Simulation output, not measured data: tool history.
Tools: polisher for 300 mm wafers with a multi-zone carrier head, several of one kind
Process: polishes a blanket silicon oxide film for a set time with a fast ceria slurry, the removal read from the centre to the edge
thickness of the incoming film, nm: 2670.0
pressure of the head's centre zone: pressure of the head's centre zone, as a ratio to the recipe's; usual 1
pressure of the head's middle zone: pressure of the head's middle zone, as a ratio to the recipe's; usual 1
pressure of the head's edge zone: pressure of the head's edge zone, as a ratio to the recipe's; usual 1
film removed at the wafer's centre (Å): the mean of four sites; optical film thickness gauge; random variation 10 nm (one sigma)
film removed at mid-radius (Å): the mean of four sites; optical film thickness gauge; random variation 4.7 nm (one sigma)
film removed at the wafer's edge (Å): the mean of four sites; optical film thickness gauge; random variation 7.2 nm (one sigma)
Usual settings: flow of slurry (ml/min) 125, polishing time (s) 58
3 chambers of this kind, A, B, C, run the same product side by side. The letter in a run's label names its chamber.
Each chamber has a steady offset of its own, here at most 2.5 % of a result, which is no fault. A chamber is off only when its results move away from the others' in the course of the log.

run,day,flow of slurry (ml/min),pressure of the head's centre zone,pressure of the head's middle zone,pressure of the head's edge zone,polishing time (s),wafers polished on this pad,hours since the slurry nozzle was cleaned,hours since the centre zone pressure was calibrated,hours since the edge zone pressure was calibrated,film removed at the wafer's centre (Å),film removed at mid-radius (Å),film removed at the wafer's edge (Å)
1A,0.112,125,1,1,1,58,184,216.8,29.3,753.3,7016.6,7063.7,7004.1
2C,0.242,125,1,1,1,58,788,420.9,20.9,42,6948.9,6922.4,7005.5
3B,0.388,125,1,1,1,58,748,290.7,370.4,76.8,6828.3,7139.7,7128.9
4C,0.479,125,1,1,1,58,862,426.6,26.6,47.7,6826.8,6912.3,7012.1
# day 0.55: chamber B: worn pad replaced by a new one
5B,0.596,125,1,1,1,58,15,295.7,375.4,81.8,6974.6,6968.5,7036.8
6A,0.738,125,1,1,1,58,380,231.8,44.3,768.3,6855.5,7008.3,7142.8
7B,0.854,125,1,1,1,58,96,301.9,381.6,88,6645,7007.3,6984.9
8A,0.975,125,1,1,1,58,455,237.5,50,774,6968.8,7056.4,7024.1
9C,1.162,125,1,1,1,58,1077,443,43,64.1,6955.9,6922,6915.4
10B,1.296,110,1,0.91,1,58,234,312.5,392.2,98.6,6357.9,6186.3,6806.2
# day 1.371: chamber C: worn pad replaced by a new one
11C,1.392,110,1,0.91,1,58,7,448.5,48.5,69.6,6696,6171.2,6818.6
12A,1.492,110,1,0.91,1,58,617,249.9,62.4,786.4,6700.2,6270.6,6882.7
13A,1.629,125,1,1,1,58,660,253.2,65.7,789.7,7015,7046.6,7112.3
14B,1.742,125,1,1,1,58,374,323.2,402.9,109.3,6526.7,6981.4,6956.5
15C,1.854,125,1,1,1,58,152,459.6,59.6,80.7,7050.1,6961.2,6848.7
16B,2.042,125,1,1,1,58,468,330.4,410.1,116.5,6695.5,6829,7020.1
17C,2.242,105,1,1,1.09,58,274,468.9,68.9,90,6608.4,6750.5,7039
18A,2.329,105,1,1,1.09,58,879,270,82.5,806.5,6729.8,6666.1,7212.7
19B,2.488,105,1,1,1.09,58,608,341.1,420.8,127.2,6259.2,6568,6955
20A,2.654,125,1,1,1,58,981,277.8,90.3,814.3,7000.3,7108.1,7158.1
# day 2.742: chamber B: worn pad replaced by a new one
21C,2.746,125,1,1,1,58,432,481,81,102.1,7038.4,6980.5,7012.7
22A,2.838,125,1,1,1,58,1039,282.2,94.7,818.7,7075.4,7098.8,6968.1
23C,2.979,125,1,1,1,58,505,486.6,86.6,107.7,7011.7,6952,6928.9
24B,3.1,125,1,1,1,58,112,355.8,435.5,141.9,6653.1,6878.4,6884
# day 3.15: chamber A: worn pad replaced by a new one
25B,3.225,125,1,1,1,58,152,358.8,438.5,144.9,6634.5,6761.8,6903.7
26C,3.354,125,1,1.07,1,67,623,495.6,95.6,116.7,8153.5,8563.6,8067.2
27A,3.488,125,1,1.07,1,67,106,297.8,110.3,834.3,8197.1,8524.5,8059.8
28B,3.679,125,1,1.07,1,67,294,369.7,449.4,155.8,7437.2,8306.5,7896.7
29C,3.867,125,1,1,1,58,783,507.9,107.9,129,7076.6,6907.1,7036.6
30A,3.971,125,1,1,1,58,257,309.4,121.9,845.9,6903,7109.7,7042
31C,4.138,125,1,1,1,58,868,514.4,114.4,135.5,6909.7,7013.3,7073.6
32B,4.233,125,1,1,1,77,468,383,462.7,169.1,8581.9,8845.6,8827.7
33A,4.429,125,1,1,1,77,401,320.4,132.9,856.9,9381.4,9292.9,9197.7
34C,4.612,125,1,1,1,77,1017,525.8,125.8,146.9,9241.6,9254.4,9293.5
35B,4.788,125,1,1,1,58,642,396.3,476,182.4,6239.2,6578.6,6813.3
36A,4.958,125,1,1,1,58,567,333.1,145.6,869.6,6861.7,6994.6,6946.6

What goes on in this fleet: one chamber off, a drifting gauge, or nothing beyond the chambers' own small offsets? Name the chamber and the cause, if any.

Chamber B drifts away from the others.
Cause: slurry flow missing at the pad, % = 24.6.

Here are 4 candidates for chamber B's next run, each the usual settings with a change, their results left as question marks. Which one brings its results back in line with what the others give on the usual settings?
In line means no further than this from the other chambers' mean on the usual settings: film removed at the wafer's centre (Å) 360; film removed at mid-radius (Å) 160; film removed at the wafer's edge (Å) 250
37B-1,5.104,115,0.96,0.99,1.02,56,,,,,?,?,?
37B-2,5.104,140,1.07,1.01,0.97,62,,,,,?,?,?
37B-3,5.104,135,1.04,1.01,0.98,60,,,,,?,?,?
37B-4,5.104,110,0.93,0.99,1.03,55,,,,,?,?,?

The other chambers' mean on the usual settings: film removed at the wafer's centre (Å) 6976.9; film removed at mid-radius (Å) 6994.8; film removed at the wafer's edge (Å) 6999.3
run,film removed at the wafer's centre (Å),film removed at mid-radius (Å),film removed at the wafer's edge (Å)
37B-1,5604.8,6085.7,6454.7
37B-2,7471.3,7264.7,7234.2
37B-3,6929.9,6962.5,6990.8
37B-4,5225.8,5892,6311.7
37B-3 brings the chamber back in line.
